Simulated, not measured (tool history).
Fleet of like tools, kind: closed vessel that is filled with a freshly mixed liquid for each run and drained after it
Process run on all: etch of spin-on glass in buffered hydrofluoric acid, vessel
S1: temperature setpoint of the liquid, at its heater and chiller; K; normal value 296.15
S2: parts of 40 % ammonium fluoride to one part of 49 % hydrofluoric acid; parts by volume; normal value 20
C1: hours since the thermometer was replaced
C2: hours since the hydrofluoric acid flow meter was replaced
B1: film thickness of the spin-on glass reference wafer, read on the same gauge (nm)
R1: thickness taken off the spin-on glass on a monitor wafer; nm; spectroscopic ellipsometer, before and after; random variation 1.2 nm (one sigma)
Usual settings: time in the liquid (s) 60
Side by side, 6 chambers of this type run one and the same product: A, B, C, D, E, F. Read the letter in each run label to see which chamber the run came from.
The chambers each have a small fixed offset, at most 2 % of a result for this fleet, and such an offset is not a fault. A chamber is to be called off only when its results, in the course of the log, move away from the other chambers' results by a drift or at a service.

{"run": "1C", "hour": 4.5, "S1": 296.15, "S2": 20, "time in the liquid (s)": 60, "C1": 173, "C2": 544.6, "B1": 60.001, "R1": 115.82}
{"run": "2E", "hour": 9.5, "S1": 296.15, "S2": 20, "time in the liquid (s)": 60, "C1": 68.9, "C2": 203.3, "B1": 60.011, "R1": 116.7}
{"run": "3A", "hour": 12.9, "S1": 296.15, "S2": 20, "time in the liquid (s)": 60, "C1": 777.5, "C2": 793.8, "B1": 60.029, "R1": 117.21}
{"run": "4F", "hour": 17.2, "S1": 296.15, "S2": 20, "time in the liquid (s)": 60, "C1": 741.2, "C2": 108, "B1": 60.045, "R1": 116.81}
{"run": "5D", "hour": 22.2, "S1": 296.15, "S2": 20, "time in the liquid (s)": 60, "C1": 350.1, "C2": 2091.5, "B1": 60.009, "R1": 119.78}
{"run": "6B", "hour": 26.5, "S1": 296.15, "S2": 20, "time in the liquid (s)": 60, "C1": 1698.5, "C2": 795.8, "B1": 59.97, "R1": 112.75}
{"run": "7D", "hour": 30.3, "S1": 296.15, "S2": 20, "time in the liquid (s)": 60, "C1": 358.2, "C2": 2099.6, "B1": 59.986, "R1": 118.38}
{"run": "8A", "hour": 35.5, "S1": 296.15, "S2": 20, "time in the liquid (s)": 60, "C1": 800.1, "C2": 816.4, "B1": 60.015, "R1": 118.44}
{"run": "9B", "hour": 40.0, "S1": 296.15, "S2": 20, "time in the liquid (s)": 60, "C1": 1712, "C2": 809.3, "B1": 60.031, "R1": 113.54}
{"run": "10F", "hour": 42.6, "S1": 296.15, "S2": 20, "time in the liquid (s)": 60, "C1": 766.6, "C2": 133.4, "B1": 60.006, "R1": 116.41}
{"run": "11E", "hour": 47.0, "S1": 296.15, "S2": 20, "time in the liquid (s)": 60, "C1": 106.4, "C2": 240.8, "B1": 59.997, "R1": 117.47}
{"run": "12C", "hour": 51.0, "S1": 296.15, "S2": 20, "time in the liquid (s)": 60, "C1": 219.5, "C2": 591.1, "B1": 60.025, "R1": 116.58}
{"run": "13A", "hour": 55.4, "S1": 296.15, "S2": 20, "time in the liquid (s)": 60, "C1": 820, "C2": 836.3, "B1": 59.996, "R1": 118.99}
{"run": "14B", "hour": 58.0, "S1": 296.15, "S2": 20, "time in the liquid (s)": 60, "C1": 1730, "C2": 827.3, "B1": 59.972, "R1": 113.51}
{"run": "15C", "hour": 60.7, "S1": 296.15, "S2": 20, "time in the liquid (s)": 60, "C1": 229.2, "C2": 600.8, "B1": 60.042, "R1": 115.64}
{"run": "16F", "hour": 63.4, "S1": 296.15, "S2": 20, "time in the liquid (s)": 60, "C1": 787.4, "C2": 154.2, "B1": 59.966, "R1": 119.52}
{"run": "17D", "hour": 68.1, "S1": 296.15, "S2": 20, "time in the liquid (s)": 60, "C1": 396, "C2": 2137.4, "B1": 60.009, "R1": 117.56}
{"run": "18E", "hour": 71.8, "S1": 296.15, "S2": 20, "time in the liquid (s)": 60, "C1": 131.2, "C2": 265.6, "B1": 59.987, "R1": 116.77}
{"run": "19B", "hour": 76.5, "S1": 293.15, "S2": 25.5, "time in the liquid (s)": 60, "C1": 1748.5, "C2": 845.8, "B1": 59.954, "R1": 80.325}
{"run": "20F", "hour": 81.4, "S1": 293.15, "S2": 25.5, "time in the liquid (s)": 60, "C1": 805.4, "C2": 172.2, "B1": 60.006, "R1": 87.849}
{"hour": 83.0, "done": "chamber D: hydrofluoric acid flow meter replaced"}
{"run": "21D", "hour": 84.1, "S1": 293.15, "S2": 25.5, "time in the liquid (s)": 60, "C1": 412, "C2": 1.1, "B1": 59.977, "R1": 83.839}
{"run": "22E", "hour": 89.4, "S1": 293.15, "S2": 25.5, "time in the liquid (s)": 60, "C1": 148.8, "C2": 283.2, "B1": 59.999, "R1": 84.136}
{"run": "23A", "hour": 93.6, "S1": 293.15, "S2": 25.5, "time in the liquid (s)": 60, "C1": 858.2, "C2": 874.5, "B1": 60.004, "R1": 84.113}
{"run": "24C", "hour": 98.1, "S1": 293.15, "S2": 25.5, "time in the liquid (s)": 60, "C1": 266.6, "C2": 638.2, "B1": 60.002, "R1": 82.861}
{"run": "25C", "hour": 102.0, "S1": 296.15, "S2": 20, "time in the liquid (s)": 60, "C1": 270.5, "C2": 642.1, "B1": 59.997, "R1": 115.23}
{"run": "26D", "hour": 107.1, "S1": 296.15, "S2": 20, "time in the liquid (s)": 60, "C1": 435, "C2": 24.1, "B1": 60.026, "R1": 119.93}
{"run": "27E", "hour": 111.8, "S1": 296.15, "S2": 20, "time in the liquid (s)": 60, "C1": 171.2, "C2": 305.6, "B1": 60.045, "R1": 116.6}
{"run": "28A", "hour": 117.0, "S1": 296.15, "S2": 20, "time in the liquid (s)": 60, "C1": 881.6, "C2": 897.9, "B1": 59.987, "R1": 118.89}
{"run": "29B", "hour": 121.6, "S1": 296.15, "S2": 20, "time in the liquid (s)": 60, "C1": 1793.6, "C2": 890.9, "B1": 59.965, "R1": 114.41}
{"run": "30F", "hour": 126.6, "S1": 296.15, "S2": 20, "time in the liquid (s)": 60, "C1": 850.6, "C2": 217.4, "B1": 60.023, "R1": 127.03}
{"run": "31C", "hour": 129.9, "S1": 296.15, "S2": 20, "time in the liquid (s)": 60, "C1": 298.4, "C2": 670, "B1": 59.961, "R1": 116.21}
{"run": "32D", "hour": 133.5, "S1": 296.15, "S2": 20, "time in the liquid (s)": 60, "C1": 461.4, "C2": 50.5, "B1": 59.996, "R1": 117.97}
{"run": "33E", "hour": 138.0, "S1": 296.15, "S2": 20, "time in the liquid (s)": 60, "C1": 197.4, "C2": 331.8, "B1": 59.981, "R1": 117.47}
{"run": "34F", "hour": 141.9, "S1": 296.15, "S2": 20, "time in the liquid (s)": 60, "C1": 865.9, "C2": 232.7, "B1": 59.991, "R1": 131.37}
{"run": "35B", "hour": 145.8, "S1": 296.15, "S2": 20, "time in the liquid (s)": 60, "C1": 1817.8, "C2": 915.1, "B1": 59.997, "R1": 114.23}
{"run": "36A", "hour": 149.8, "S1": 296.15, "S2": 20, "time in the liquid (s)": 60, "C1": 914.4, "C2": 930.7, "B1": 60.001, "R1": 116.61}

Is one chamber off against the others, does the gauge drift, or is nothing wrong? If a chamber is off, say which, and what the likeliest cause is.

Chamber F drifts away from the others.
What lies behind it: liquid hotter than its thermometer reads (K) = 2.26.
It could be hard to tell apart here from: hydrofluoric acid flow above the setpoint (%).

Chamber F could run next with any of the 4 candidate recipes listed below; each alters the usual settings, and their results appear as question marks. Which one brings its results back in line with what the other chambers deliver on the usual settings?
To be in line, a result may differ from the other chambers' mean on the usual settings by at most: R1 4 nm
{"run": "37F-1", "hour": 153.8, "S1": 296.15, "S2": 23.5, "time in the liquid (s)": 60, "R1": "?"}
{"run": "37F-2", "hour": 153.8, "S1": 296.65, "S2": 19.5, "time in the liquid (s)": 65, "R1": "?"}
{"run": "37F-3", "hour": 153.8, "S1": 296.65, "S2": 19.5, "time in the liquid (s)": 60, "R1": "?"}
{"run": "37F-4", "hour": 153.8, "S1": 296.15, "S2": 21, "time in the liquid (s)": 60, "R1": "?"}

Other chambers, usual settings, mean: R1 116.34 nm
run=37F-1 R1=117.05
run=37F-2 R1=149
run=37F-3 R1=137.54
run=37F-4 R1=126.39
37F-1 puts the chamber back in line with the other chambers.
